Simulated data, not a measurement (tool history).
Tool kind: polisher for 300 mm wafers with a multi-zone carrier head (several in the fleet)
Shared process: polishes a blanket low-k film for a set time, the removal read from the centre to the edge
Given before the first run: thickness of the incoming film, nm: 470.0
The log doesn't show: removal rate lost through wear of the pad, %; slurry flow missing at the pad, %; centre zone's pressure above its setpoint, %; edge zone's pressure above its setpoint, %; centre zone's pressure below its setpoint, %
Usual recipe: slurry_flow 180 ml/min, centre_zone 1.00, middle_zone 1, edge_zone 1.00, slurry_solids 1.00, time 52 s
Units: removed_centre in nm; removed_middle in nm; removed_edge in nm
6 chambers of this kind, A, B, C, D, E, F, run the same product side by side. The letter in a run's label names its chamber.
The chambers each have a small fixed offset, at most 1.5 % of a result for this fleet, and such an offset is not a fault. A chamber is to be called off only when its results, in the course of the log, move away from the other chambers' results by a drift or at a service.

run   hour  slurry_flow  centre_zone  middle_zone  edge_zone  slurry_solids  time  wafers polished on this pad  hours since the slurry nozzle was cleaned  hours since the centre zone pressure was calibrated  hours since the edge zone pressure was calibrated  removed_centre  removed_middle  removed_edge
 1E    2.8          180         1.00            1       1.00           1.00    52                          619                                      256.1                                                643.3                                              340.1          21.737          22.440        21.862
 2A    6.4          180         1.00            1       1.00           1.00    52                          255                                      547.8                                                677.9                                              461.4          22.069          21.950        22.070
 3B   10.8          180         1.00            1       1.00           1.00    52                         1343                                      225.1                                                331.1                                              776.3          21.678          21.918        21.477
      13.7  -- chamber F: worn pad replaced by a new one
 4F   14.1          180         1.00            1       1.00           1.00    52                            4                                       48.7                                                342.0                                              911.0          21.613          22.151        21.526
 5D   17.0          180         1.00            1       1.00           1.00    52                          373                                      109.0                                                193.0                                              856.1          21.676          21.499        21.487
      20.5  -- chamber F: centre zone pressure recalibrated
 6C   22.1          180         1.00            1       1.00           1.00    52                         1317                                      213.4                                                176.0                                              258.8          21.866          21.762        21.695
      25.6  -- chamber C: worn pad replaced by a new one
 7B   26.3          180         1.00            1       1.10           1.20    52                         1482                                      240.6                                                346.6                                              791.8          23.857          23.855        24.919
      26.6  -- chamber D: worn pad replaced by a new one
      29.0  -- chamber B: worn pad replaced by a new one
 8E   29.0          180         1.00            1       1.10           1.20    52                          855                                      282.3                                                669.5                                              366.3          23.515          23.660        24.796
 9F   32.9          180         1.00            1       1.10           1.20    52                          173                                       67.5                                                 12.5                                              929.8          23.903          23.849        25.114
10A   36.4          180         1.00            1       1.10           1.20    52                          525                                      577.8                                                707.9                                              491.4          23.703          23.357        24.549
11C   41.6          180         1.00            1       1.10           1.20    52                          144                                      232.9                                                195.5                                              278.3          23.525          23.153        24.966
      42.7  -- chamber A: worn pad replaced by a new one
12D   46.6          180         1.00            1       1.10           1.20    52                          180                                      138.6                                                222.6                                              885.7          23.769          23.687        24.709
      47.6  -- chamber E: worn pad replaced by a new one
13D   50.6          180         1.00            1       1.00           1.00    52                          216                                      142.6                                                226.6                                              889.7          21.834          21.744        22.257
14C   54.5          180         1.00            1       1.00           1.00    52                          260                                      245.8                                                208.4                                              291.2          21.685          21.561        21.770
15F   58.7          180         1.00            1       1.00           1.00    52                          405                                       93.3                                                 38.3                                              955.6          21.714          22.448        21.398
16A   63.0          215         1.00            1       0.93           1.00    52                          182                                      604.4                                                734.5                                              518.0          22.754          22.078        21.799
17B   66.4          215         1.00            1       0.93           1.00    52                          337                                      280.7                                                386.7                                              831.9          22.510          22.475        21.182
18E   69.8          215         1.00            1       0.93           1.00    52                          200                                      323.1                                                710.3                                              407.1          22.392          22.232        21.474
19C   75.0          215         1.00            1       0.93           1.00    52                          444                                      266.3                                                228.9                                              311.7          22.300          22.217        21.375
20F   79.5          215         1.00            1       0.93           1.00    52                          592                                      114.1                                                 59.1                                              976.4          22.523          22.472        21.633
21A   84.3          215         1.00            1       0.93           1.00    52                          374                                      625.7                                                755.8                                              539.3          22.656          22.101        21.780
      85.4  -- chamber D: worn pad replaced by a new one
      86.0  -- chamber D: edge zone pressure recalibrated
22E   89.2          180         1.00            1       1.00           1.00    52                          374                                      342.5                                                729.7                                              426.5          21.988          22.469        22.039
23D   93.8          180         1.00            1       1.00           1.00    52                           76                                      185.8                                                269.8                                                7.8          21.781          22.087        22.314
24B   96.3          180         1.00            1       1.00           1.00    52                          606                                      310.6                                                416.6                                              861.8          21.717          21.903        21.278
25B  100.8          180         1.00            1       1.00           1.00    52                          646                                      315.1                                                421.1                                              866.3          22.107          21.571        21.502
26D  105.0          180         0.96            1       1.00           1.00    60                          177                                      197.0                                                281.0                                               19.0          24.179          25.002        25.333
27F  108.8          180         0.96            1       1.00           1.00    60                          856                                      143.4                                                 88.4                                             1005.7          23.862          25.497        25.271
     110.2  -- chamber A: worn pad replaced by a new one
28A  113.9          180         0.96            1       1.00           1.00    60                           33                                      655.3                                                785.4                                              568.9          24.263          25.241        25.464
29C  116.6          180         0.96            1       1.00           1.00    60                          819                                      307.9                                                270.5                                              353.3          23.182          24.281        24.487
30E  120.0          180         0.96            1       1.00           1.00    60                          651                                      373.3                                                760.5                                              457.3          24.013          25.362        25.174
31F  122.5          180         0.96            1       1.00           1.00    60                          979                                      157.1                                                102.1                                             1019.4          23.952          24.999        25.117
     123.5  -- chamber B: centre zone pressure recalibrated
32C  125.8          180         1.00            1       1.00           1.00    52                          901                                      317.1                                                279.7                                              362.5          20.951          20.177        20.746
33E  130.9          180         1.00            1       1.00           1.00    52                          749                                      384.2                                                771.4                                              468.2          21.669          21.676        21.831
34B  134.9          180         1.00            1       1.00           1.00    52                          953                                      349.2                                                 11.5                                              900.4          22.116          22.296        21.531
35A  137.5          180         1.00            1       1.09           0.75    52                          245                                      678.9                                                809.0                                              592.5          19.195          18.792        20.014
     138.6  -- chamber D: worn pad replaced by a new one
36D  141.2          180         1.00            1       1.09           0.75    52                           24                                      233.2                                                317.2                                               55.2          18.932          18.770        19.724
37E  143.6          180         1.00            1       1.09           0.75    52                          864                                      396.9                                                784.1                                              480.9          18.974          19.277        19.763
38B  148.0          180         1.00            1       1.09           0.75    52                         1071                                      362.3                                                 24.6                                              913.5          19.189          18.972        19.721
39D  152.7          180         1.00            1       1.09           0.75    52                          127                                      244.7                                                328.7                                               66.7          19.265          19.372        20.304
40C  156.4          180         1.00            1       1.09           0.75    52                         1177                                      347.7                                                310.3                                              393.1          17.306          17.626        18.469

Predict what each chamber gives when all 6 of them run the settings below next.
41A  160.2          180         1.00            1       1.00           1.00    52                                                                                                                                                                                               ?               ?             ?
41B  160.2          180         1.00            1       1.00           1.00    52                                                                                                                                                                                               ?               ?             ?
41C  160.2          180         1.00            1       1.00           1.00    52                                                                                                                                                                                               ?               ?             ?
41D  160.2          180         1.00            1       1.00           1.00    52                                                                                                                                                                                               ?               ?             ?
41E  160.2          180         1.00            1       1.00           1.00    52                                                                                                                                                                                               ?               ?             ?
41F  160.2          180         1.00            1       1.00           1.00    52                                                                                                                                                                                               ?               ?             ?

run  removed_centre  removed_middle  removed_edge
41A          22.189          21.907        21.641
41B          21.722          22.034        21.409
41C          19.954          19.933        20.644
41D          21.771          22.400        21.883
41E          21.812          21.892        22.075
41F          21.658          21.656        21.626
